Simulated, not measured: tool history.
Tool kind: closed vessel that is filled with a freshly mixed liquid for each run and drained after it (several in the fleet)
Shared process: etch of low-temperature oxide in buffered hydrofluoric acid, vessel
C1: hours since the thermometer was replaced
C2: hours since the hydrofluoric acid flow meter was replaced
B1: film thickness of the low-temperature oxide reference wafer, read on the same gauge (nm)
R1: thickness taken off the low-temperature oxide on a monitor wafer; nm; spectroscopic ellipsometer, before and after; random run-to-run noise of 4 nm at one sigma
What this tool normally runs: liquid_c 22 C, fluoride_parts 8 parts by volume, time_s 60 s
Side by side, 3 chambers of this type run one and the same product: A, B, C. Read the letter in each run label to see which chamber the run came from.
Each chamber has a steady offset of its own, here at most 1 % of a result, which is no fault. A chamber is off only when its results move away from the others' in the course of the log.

Run 1C, day 0.625: usual settings; C1 183; C2 53.6; B1 90.039. Result: R1 433.54 nm.
Run 2A, day 1.258: usual settings; C1 620.9; C2 763.6; B1 89.987. Result: R1 427.38 nm.
Run 3B, day 1.567: usual settings; C1 1157.3; C2 1062.8; B1 90.014. Result: R1 439.3 nm.
Run 4C, day 2.158: usual settings; C1 219.8; C2 90.4; B1 90.037. Result: R1 431.88 nm.
Run 5B, day 2.658: usual settings; C1 1183.5; C2 1089; B1 90.015. Result: R1 437.37 nm.
Run 6A, day 2.967: usual settings; C1 661.9; C2 804.6; B1 90.02. Result: R1 433.46 nm.
Run 7C, day 3.517: usual settings; C1 252.4; C2 123; B1 89.992. Result: R1 429.98 nm.
At day 3.917: chamber A: hydrofluoric acid flow meter replaced.
At day 3.921: chamber B: thermometer replaced.
Run 8A, day 3.967: usual settings; C1 685.9; C2 1.3; B1 89.989. Result: R1 433.16 nm.
Run 9B, day 4.279: usual settings but liquid_c 26 C, time_s 85 s; C1 8.6; C2 1127.9; B1 89.985. Result: R1 760.63 nm.
Run 10C, day 4.662: usual settings but liquid_c 26 C, time_s 85 s; C1 279.9; C2 150.5; B1 89.985. Result: R1 764.21 nm.
Run 11A, day 5.15: usual settings but liquid_c 26 C, time_s 85 s; C1 714.3; C2 29.7; B1 89.954. Result: R1 761.17 nm.
Run 12B, day 5.629: usual settings; C1 41; C2 1160.3; B1 89.99. Result: R1 431.33 nm.
Run 13C, day 6.183: usual settings; C1 316.4; C2 187; B1 90.028. Result: R1 427.41 nm.
Run 14B, day 6.488: usual settings but liquid_c 26 C; C1 61.6; C2 1180.9; B1 89.992. Result: R1 532.02 nm.
Run 15A, day 6.788: usual settings but liquid_c 26 C; C1 753.6; C2 69; B1 90.015. Result: R1 551.42 nm.
Run 16C, day 7.179: usual settings but liquid_c 26 C; C1 340.3; C2 210.9; B1 89.977. Result: R1 537.49 nm.
Run 17B, day 7.608: usual settings; C1 88.5; C2 1207.8; B1 89.986. Result: R1 437.41 nm.
Run 18A, day 8.054: usual settings; C1 784; C2 99.4; B1 90.004. Result: R1 445.84 nm.
At day 8.225: chamber B: hydrofluoric acid flow meter replaced.
Run 19B, day 8.433: usual settings; C1 108.3; C2 5; B1 90.012. Result: R1 439.84 nm.
Run 20A, day 8.754: usual settings; C1 800.8; C2 116.2; B1 89.951. Result: R1 438.96 nm.
Run 21C, day 9.229: usual settings; C1 389.5; C2 260.1; B1 90.016. Result: R1 425.87 nm.
Run 22B, day 9.817: usual settings; C1 141.5; C2 38.2; B1 89.993. Result: R1 430.46 nm.
Run 23A, day 10.212: usual settings; C1 835.8; C2 151.2; B1 90.011. Result: R1 444.7 nm.
Run 24C, day 10.6: usual settings; C1 422.4; C2 293; B1 89.989. Result: R1 435.48 nm.
Run 25A, day 11.271: usual settings but liquid_c 25.5 C; C1 861.2; C2 176.6; B1 90.031. Result: R1 551.71 nm.
Run 26C, day 11.679: usual settings but liquid_c 25.5 C; C1 448.3; C2 318.9; B1 89.987. Result: R1 516.68 nm.
Run 27B, day 11.983: usual settings but liquid_c 25.5 C; C1 193.5; C2 90.2; B1 90.014. Result: R1 525.27 nm.
Run 28C, day 12.588: usual settings; C1 470.1; C2 340.7; B1 90.014. Result: R1 430.58 nm.
Run 29B, day 13.004: usual settings; C1 218; C2 114.7; B1 90.036. Result: R1 426.04 nm.
Run 30A, day 13.533: usual settings; C1 915.5; C2 230.9; B1 89.98. Result: R1 457.26 nm.
Run 31B, day 13.862: usual settings; C1 238.6; C2 135.3; B1 89.998. Result: R1 433.64 nm.
Run 32A, day 14.225: usual settings but fluoride_parts 10 parts by volume, time_s 35 s; C1 932.1; C2 247.5; B1 90.068. Result: R1 222.04 nm.
Run 33C, day 14.533: usual settings but fluoride_parts 10 parts by volume, time_s 35 s; C1 516.8; C2 387.4; B1 90.01. Result: R1 204.98 nm.
Run 34C, day 15.133: usual settings but fluoride_parts 10 parts by volume, time_s 35 s; C1 531.2; C2 401.8; B1 90.014. Result: R1 205.76 nm.
Run 35A, day 15.442: usual settings; C1 961.3; C2 276.7; B1 90.007. Result: R1 466.32 nm.
Run 36B, day 15.942: usual settings; C1 288.5; C2 185.2; B1 89.978. Result: R1 435.38 nm.
Run 37B, day 16.375: usual settings; C1 298.9; C2 195.6; B1 90.037. Result: R1 432.5 nm.
Run 38A, day 16.967: usual settings; C1 997.9; C2 313.3; B1 90.012. Result: R1 470.79 nm.

For the next run the whole fleet of 3 chambers uses the same settings. Give each chamber's results:
Run 39A, day 17.45: usual settings. Result: R1 ?.
Run 39B, day 17.45: usual settings. Result: R1 ?.
Run 39C, day 17.45: usual settings. Result: R1 ?.

run      R1
39A  464.71
39B  441.92
39C  433.57
